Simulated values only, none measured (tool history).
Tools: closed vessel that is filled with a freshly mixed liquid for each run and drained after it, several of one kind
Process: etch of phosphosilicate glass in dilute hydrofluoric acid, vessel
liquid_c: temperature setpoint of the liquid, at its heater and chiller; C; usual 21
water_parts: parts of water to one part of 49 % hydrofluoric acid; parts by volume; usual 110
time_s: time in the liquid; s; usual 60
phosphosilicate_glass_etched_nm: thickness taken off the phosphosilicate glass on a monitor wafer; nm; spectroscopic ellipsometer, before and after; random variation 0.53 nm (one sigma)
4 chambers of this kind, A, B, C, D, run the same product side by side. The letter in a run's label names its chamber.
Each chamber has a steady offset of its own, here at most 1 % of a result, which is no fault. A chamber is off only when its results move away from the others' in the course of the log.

| run | hour | liquid_c | water_parts | time_s | hours since the thermometer was replaced | hours since the hydrofluoric acid flow meter was replaced | read-back film thickness of the phosphosilicate glass reference wafer, read on the same gauge (nm) | phosphosilicate_glass_etched_nm |
|---|---|---|---|---|---|---|---|---|
| 1A | 3.4 | 21 | 110 | 60 | 416.7 | 681.1 | 110 | 85.545 |
| 2C | 8.3 | 21 | 110 | 60 | 136.9 | 98 | 109.98 | 84.024 |
| 3B | 11.3 | 21 | 110 | 60 | 2408.3 | 388 | 110.01 | 86.169 |
| 4D | 13.7 | 21 | 110 | 60 | 730.1 | 888.9 | 110 | 85.859 |
| 5A | 18.2 | 21 | 110 | 60 | 431.5 | 695.9 | 110.01 | 84.091 |
| 6B | 21.9 | 21 | 110 | 60 | 2418.9 | 398.6 | 110 | 86.024 |
| 7C | 25.3 | 17 | 110 | 35 | 153.9 | 115 | 110 | 41.732 |
| 8D | 30.6 | 17 | 110 | 35 | 747 | 905.8 | 110.01 | 42.874 |
| 9A | 34.1 | 17 | 110 | 35 | 447.4 | 711.8 | 109.99 | 42.508 |
| 10D | 38.4 | 17 | 110 | 35 | 754.8 | 913.6 | 110 | 43.444 |
| 11B | 41.9 | 21 | 155 | 80 | 2438.9 | 418.6 | 110 | 76.463 |
| 12C | 45.5 | 21 | 155 | 80 | 174.1 | 135.2 | 109.99 | 75.182 |
| 13D | 49.8 | 21 | 155 | 80 | 766.2 | 925 | 109.99 | 79.558 |
| 14C | 52.9 | 21 | 155 | 80 | 181.5 | 142.6 | 110.02 | 74.262 |
| 15B | 57.5 | 21 | 110 | 60 | 2454.5 | 434.2 | 110.01 | 85.286 |
| 16A | 62.7 | 21 | 110 | 60 | 476 | 740.4 | 110.01 | 85.594 |
| 17D | 65.3 | 21 | 110 | 60 | 781.7 | 940.5 | 110.01 | 90.084 |
| 18C | 68.3 | 21 | 75 | 60 | 196.9 | 158 | 110 | 129 |
| 19B | 72.8 | 21 | 75 | 60 | 2469.8 | 449.5 | 110.01 | 129.62 |
| 20A | 77.1 | 21 | 75 | 60 | 490.4 | 754.8 | 109.99 | 130.02 |
| 21B | 80 | 21 | 75 | 60 | 2477 | 456.7 | 109.99 | 131.48 |
| 22A | 83.9 | 23 | 65 | 60 | 497.2 | 761.6 | 110.01 | 163.77 |
| 23D | 89.4 | 23 | 65 | 60 | 805.8 | 964.6 | 110.02 | 180.67 |
| 24C | 94.8 | 23 | 65 | 60 | 223.4 | 184.5 | 110.01 | 162.93 |

All 4 chambers run these settings next. Forecast each chamber's results:
| 25A | 98.8 | 21 | 110 | 60 |  |  |  | ? |
| 25B | 98.8 | 21 | 110 | 60 |  |  |  | ? |
| 25C | 98.8 | 21 | 110 | 60 |  |  |  | ? |
| 25D | 98.8 | 21 | 110 | 60 |  |  |  | ? |

| run | phosphosilicate_glass_etched_nm |
|---|---|
| 25A | 84.942 |
| 25B | 86.695 |
| 25C | 84.158 |
| 25D | 92.961 |
